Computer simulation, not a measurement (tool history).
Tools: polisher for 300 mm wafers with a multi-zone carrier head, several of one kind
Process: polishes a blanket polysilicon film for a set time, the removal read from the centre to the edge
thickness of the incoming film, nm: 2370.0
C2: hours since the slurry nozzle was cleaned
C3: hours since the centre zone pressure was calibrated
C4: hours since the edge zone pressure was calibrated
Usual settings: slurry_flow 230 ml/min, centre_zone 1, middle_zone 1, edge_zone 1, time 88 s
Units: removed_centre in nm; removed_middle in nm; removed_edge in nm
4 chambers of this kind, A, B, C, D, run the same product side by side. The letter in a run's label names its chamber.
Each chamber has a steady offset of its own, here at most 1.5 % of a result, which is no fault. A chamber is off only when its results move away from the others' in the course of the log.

{"run": "1D", "hour": 9.8, "slurry_flow": 230, "centre_zone": 1, "middle_zone": 1, "edge_zone": 1, "time": 88, "wafers polished on this pad": 458, "C2": 484.7, "C3": 312.3, "C4": 547.9, "removed_centre": 533.62, "removed_middle": 533.09, "removed_edge": 532.67}
{"hour": 12.3, "done": "chamber C: worn pad replaced by a new one"}
{"hour": 14.3, "done": "chamber A: centre zone pressure recalibrated"}
{"run": "2B", "hour": 15.2, "slurry_flow": 230, "centre_zone": 1, "middle_zone": 1, "edge_zone": 1, "time": 88, "wafers polished on this pad": 830, "C2": 503.6, "C3": 918.9, "C4": 261.5, "removed_centre": 525.45, "removed_middle": 529.3, "removed_edge": 533.98}
{"hour": 16.6, "done": "chamber B: worn pad replaced by a new one"}
{"run": "3C", "hour": 26.2, "slurry_flow": 230, "centre_zone": 1, "middle_zone": 1, "edge_zone": 1, "time": 88, "wafers polished on this pad": 141, "C2": 48.5, "C3": 326.7, "C4": 688.9, "removed_centre": 527.61, "removed_middle": 535.25, "removed_edge": 541.87}
{"run": "4A", "hour": 33.9, "slurry_flow": 230, "centre_zone": 1, "middle_zone": 1, "edge_zone": 1, "time": 88, "wafers polished on this pad": 723, "C2": 352.7, "C3": 19.7, "C4": 137.2, "removed_centre": 532.87, "removed_middle": 540.58, "removed_edge": 537.08}
{"run": "5D", "hour": 43.1, "slurry_flow": 230, "centre_zone": 1, "middle_zone": 1, "edge_zone": 1, "time": 88, "wafers polished on this pad": 797, "C2": 518, "C3": 345.6, "C4": 581.2, "removed_centre": 546.15, "removed_middle": 525.33, "removed_edge": 522.26}
{"run": "6A", "hour": 51.4, "slurry_flow": 230, "centre_zone": 1, "middle_zone": 1, "edge_zone": 1, "time": 88, "wafers polished on this pad": 901, "C2": 370.2, "C3": 37.2, "C4": 154.7, "removed_centre": 535.2, "removed_middle": 534.45, "removed_edge": 524.34}
{"run": "7C", "hour": 60.7, "slurry_flow": 230, "centre_zone": 1, "middle_zone": 1, "edge_zone": 1, "time": 88, "wafers polished on this pad": 492, "C2": 83, "C3": 361.2, "C4": 723.4, "removed_centre": 528.6, "removed_middle": 522.64, "removed_edge": 536.34}
{"run": "8B", "hour": 70.2, "slurry_flow": 230, "centre_zone": 1, "middle_zone": 1, "edge_zone": 1, "time": 88, "wafers polished on this pad": 545, "C2": 558.6, "C3": 973.9, "C4": 316.5, "removed_centre": 524.43, "removed_middle": 532.65, "removed_edge": 535.36}
{"hour": 78.5, "done": "chamber D: worn pad replaced by a new one"}
{"run": "9D", "hour": 80.3, "slurry_flow": 230, "centre_zone": 1, "middle_zone": 1, "edge_zone": 1, "time": 88, "wafers polished on this pad": 18, "C2": 555.2, "C3": 382.8, "C4": 618.4, "removed_centre": 537.39, "removed_middle": 540.85, "removed_edge": 526.75}
{"run": "10B", "hour": 87.9, "slurry_flow": 230, "centre_zone": 1, "middle_zone": 1, "edge_zone": 1, "time": 88, "wafers polished on this pad": 725, "C2": 576.3, "C3": 991.6, "C4": 334.2, "removed_centre": 531.49, "removed_middle": 531.04, "removed_edge": 531.81}
{"hour": 88.5, "done": "chamber B: worn pad replaced by a new one"}
{"hour": 91.6, "done": "chamber A: worn pad replaced by a new one"}
{"run": "11A", "hour": 94.3, "slurry_flow": 230, "centre_zone": 1, "middle_zone": 1, "edge_zone": 1, "time": 88, "wafers polished on this pad": 27, "C2": 413.1, "C3": 80.1, "C4": 197.6, "removed_centre": 545.74, "removed_middle": 535.74, "removed_edge": 534.83}
{"run": "12C", "hour": 100.6, "slurry_flow": 290, "centre_zone": 1, "middle_zone": 1, "edge_zone": 1, "time": 88, "wafers polished on this pad": 897, "C2": 122.9, "C3": 401.1, "C4": 763.3, "removed_centre": 551.06, "removed_middle": 555.69, "removed_edge": 547.4}
{"hour": 102.5, "done": "chamber B: centre zone pressure recalibrated"}
{"run": "13C", "hour": 107.5, "slurry_flow": 290, "centre_zone": 1, "middle_zone": 1, "edge_zone": 1, "time": 88, "wafers polished on this pad": 967, "C2": 129.8, "C3": 408, "C4": 770.2, "removed_centre": 548.52, "removed_middle": 554.2, "removed_edge": 547.89}
{"hour": 108.4, "done": "chamber C: worn pad replaced by a new one"}
{"run": "14B", "hour": 118.3, "slurry_flow": 290, "centre_zone": 1, "middle_zone": 1, "edge_zone": 1, "time": 88, "wafers polished on this pad": 303, "C2": 606.7, "C3": 15.9, "C4": 364.6, "removed_centre": 550.41, "removed_middle": 546.86, "removed_edge": 556.07}
{"run": "15A", "hour": 129.3, "slurry_flow": 290, "centre_zone": 1, "middle_zone": 1, "edge_zone": 1, "time": 88, "wafers polished on this pad": 383, "C2": 448.1, "C3": 115.1, "C4": 232.6, "removed_centre": 552.37, "removed_middle": 556.43, "removed_edge": 547.74}
{"run": "16D", "hour": 140.1, "slurry_flow": 230, "centre_zone": 1, "middle_zone": 1, "edge_zone": 1, "time": 88, "wafers polished on this pad": 626, "C2": 615, "C3": 442.6, "C4": 678.2, "removed_centre": 543.94, "removed_middle": 529.98, "removed_edge": 527.44}
{"hour": 147.0, "done": "chamber B: edge zone pressure recalibrated"}
{"run": "17C", "hour": 150.3, "slurry_flow": 230, "centre_zone": 1, "middle_zone": 1, "edge_zone": 1, "time": 88, "wafers polished on this pad": 425, "C2": 172.6, "C3": 450.8, "C4": 813, "removed_centre": 538.41, "removed_middle": 537.63, "removed_edge": 547.12}
{"run": "18B", "hour": 159.1, "slurry_flow": 230, "centre_zone": 1, "middle_zone": 1, "edge_zone": 1, "time": 88, "wafers polished on this pad": 717, "C2": 647.5, "C3": 56.7, "C4": 12.2, "removed_centre": 509.66, "removed_middle": 533.73, "removed_edge": 532.84}
{"hour": 159.7, "done": "chamber B: worn pad replaced by a new one"}
{"run": "19D", "hour": 164.8, "slurry_flow": 180, "centre_zone": 1, "middle_zone": 1, "edge_zone": 1, "time": 63, "wafers polished on this pad": 877, "C2": 639.7, "C3": 467.3, "C4": 702.9, "removed_centre": 367.1, "removed_middle": 368.78, "removed_edge": 375.91}
{"run": "20A", "hour": 172.9, "slurry_flow": 180, "centre_zone": 1, "middle_zone": 1, "edge_zone": 1, "time": 63, "wafers polished on this pad": 826, "C2": 491.7, "C3": 158.7, "C4": 276.2, "removed_centre": 368.33, "removed_middle": 372.28, "removed_edge": 369.75}
{"run": "21C", "hour": 178.5, "slurry_flow": 180, "centre_zone": 1, "middle_zone": 1, "edge_zone": 1, "time": 63, "wafers polished on this pad": 712, "C2": 200.8, "C3": 479, "C4": 841.2, "removed_centre": 362.9, "removed_middle": 366.6, "removed_edge": 377.58}
{"run": "22D", "hour": 189.0, "slurry_flow": 180, "centre_zone": 1, "middle_zone": 1, "edge_zone": 1, "time": 63, "wafers polished on this pad": 1123, "C2": 663.9, "C3": 491.5, "C4": 727.1, "removed_centre": 359.92, "removed_middle": 373.63, "removed_edge": 372.64}
{"hour": 189.5, "done": "chamber D: worn pad replaced by a new one"}
{"run": "23B", "hour": 195.2, "slurry_flow": 230, "centre_zone": 1, "middle_zone": 1, "edge_zone": 1, "time": 88, "wafers polished on this pad": 361, "C2": 683.6, "C3": 92.8, "C4": 48.3, "removed_centre": 512.95, "removed_middle": 521.25, "removed_edge": 516.2}
{"run": "24A", "hour": 201.2, "slurry_flow": 230, "centre_zone": 1, "middle_zone": 1, "edge_zone": 1, "time": 88, "wafers polished on this pad": 1114, "C2": 520, "C3": 187, "C4": 304.5, "removed_centre": 541.64, "removed_middle": 548.34, "removed_edge": 533.7}
{"hour": 201.9, "done": "chamber D: edge zone pressure recalibrated"}
{"hour": 202.5, "done": "chamber A: worn pad replaced by a new one"}
{"hour": 202.8, "done": "chamber C: worn pad replaced by a new one"}
{"run": "25C", "hour": 210.5, "slurry_flow": 230, "centre_zone": 1, "middle_zone": 1, "edge_zone": 1, "time": 88, "wafers polished on this pad": 79, "C2": 232.8, "C3": 511, "C4": 873.2, "removed_centre": 529.23, "removed_middle": 533.04, "removed_edge": 538.89}
{"run": "26D", "hour": 218.3, "slurry_flow": 230, "centre_zone": 1, "middle_zone": 1, "edge_zone": 1, "time": 88, "wafers polished on this pad": 293, "C2": 693.2, "C3": 520.8, "C4": 16.5, "removed_centre": 532.52, "removed_middle": 533.51, "removed_edge": 535.37}
{"run": "27A", "hour": 229.0, "slurry_flow": 230, "centre_zone": 1, "middle_zone": 1, "edge_zone": 1, "time": 88, "wafers polished on this pad": 269, "C2": 547.8, "C3": 214.8, "C4": 332.3, "removed_centre": 542.35, "removed_middle": 543.8, "removed_edge": 524.95}
{"run": "28B", "hour": 235.8, "slurry_flow": 280, "centre_zone": 1, "middle_zone": 1, "edge_zone": 1, "time": 88, "wafers polished on this pad": 774, "C2": 724.2, "C3": 133.4, "C4": 88.9, "removed_centre": 513.42, "removed_middle": 519.07, "removed_edge": 532.38}
{"run": "29A", "hour": 243.5, "slurry_flow": 280, "centre_zone": 1, "middle_zone": 1, "edge_zone": 1, "time": 88, "wafers polished on this pad": 417, "C2": 562.3, "C3": 229.3, "C4": 346.8, "removed_centre": 551.63, "removed_middle": 551.82, "removed_edge": 544.5}
{"hour": 245.2, "done": "chamber B: worn pad replaced by a new one"}
{"run": "30C", "hour": 254.0, "slurry_flow": 280, "centre_zone": 1, "middle_zone": 1, "edge_zone": 1, "time": 88, "wafers polished on this pad": 521, "C2": 276.3, "C3": 554.5, "C4": 916.7, "removed_centre": 558.39, "removed_middle": 546.23, "removed_edge": 545.46}
{"run": "31B", "hour": 264.6, "slurry_flow": 280, "centre_zone": 1, "middle_zone": 1, "edge_zone": 1, "time": 88, "wafers polished on this pad": 197, "C2": 753, "C3": 162.2, "C4": 117.7, "removed_centre": 521.77, "removed_middle": 518.22, "removed_edge": 536.45}
{"hour": 272.7, "done": "chamber A: edge zone pressure recalibrated"}
{"run": "32D", "hour": 272.9, "slurry_flow": 230, "centre_zone": 1, "middle_zone": 1, "edge_zone": 1, "time": 88, "wafers polished on this pad": 848, "C2": 747.8, "C3": 575.4, "C4": 71.1, "removed_centre": 546.54, "removed_middle": 525.33, "removed_edge": 537.89}
{"run": "33D", "hour": 278.0, "slurry_flow": 230, "centre_zone": 1, "middle_zone": 1, "edge_zone": 1, "time": 88, "wafers polished on this pad": 899, "C2": 752.9, "C3": 580.5, "C4": 76.2, "removed_centre": 526.38, "removed_middle": 522.56, "removed_edge": 536.22}
{"run": "34B", "hour": 288.4, "slurry_flow": 230, "centre_zone": 0.91, "middle_zone": 1, "edge_zone": 1, "time": 69, "wafers polished on this pad": 439, "C2": 776.8, "C3": 186, "C4": 141.5, "removed_centre": 344.06, "removed_middle": 389.15, "removed_edge": 391.7}
{"run": "35C", "hour": 295.8, "slurry_flow": 230, "centre_zone": 0.91, "middle_zone": 1, "edge_zone": 1, "time": 69, "wafers polished on this pad": 946, "C2": 318.1, "C3": 596.3, "C4": 958.5, "removed_centre": 376.39, "removed_middle": 414.76, "removed_edge": 423.17}
{"run": "36A", "hour": 301.9, "slurry_flow": 230, "centre_zone": 0.91, "middle_zone": 1, "edge_zone": 1, "time": 69, "wafers polished on this pad": 1010, "C2": 620.7, "C3": 287.7, "C4": 29.3, "removed_centre": 379.07, "removed_middle": 419.12, "removed_edge": 410.61}
{"run": "37D", "hour": 313.0, "slurry_flow": 230, "centre_zone": 0.91, "middle_zone": 1, "edge_zone": 1, "time": 69, "wafers polished on this pad": 1255, "C2": 787.9, "C3": 615.5, "C4": 111.2, "removed_centre": 378.43, "removed_middle": 414.78, "removed_edge": 420.63}

All 4 chambers run these settings next. Forecast each chamber's results:
{"run": "38A", "hour": 320.9, "slurry_flow": 185, "centre_zone": 1, "middle_zone": 1, "edge_zone": 1, "time": 88, "removed_centre": "?", "removed_middle": "?", "removed_edge": "?"}
{"run": "38B", "hour": 320.9, "slurry_flow": 185, "centre_zone": 1, "middle_zone": 1, "edge_zone": 1, "time": 88, "removed_centre": "?", "removed_middle": "?", "removed_edge": "?"}
{"run": "38C", "hour": 320.9, "slurry_flow": 185, "centre_zone": 1, "middle_zone": 1, "edge_zone": 1, "time": 88, "removed_centre": "?", "removed_middle": "?", "removed_edge": "?"}
{"run": "38D", "hour": 320.9, "slurry_flow": 185, "centre_zone": 1, "middle_zone": 1, "edge_zone": 1, "time": 88, "removed_centre": "?", "removed_middle": "?", "removed_edge": "?"}

run=38A removed_centre=510.76 removed_middle=521.28 removed_edge=518.51
run=38B removed_centre=454.38 removed_middle=461.87 removed_edge=496.62
run=38C removed_centre=516.53 removed_middle=516.24 removed_edge=531.02
run=38D removed_centre=522.14 removed_middle=510.25 removed_edge=516.56
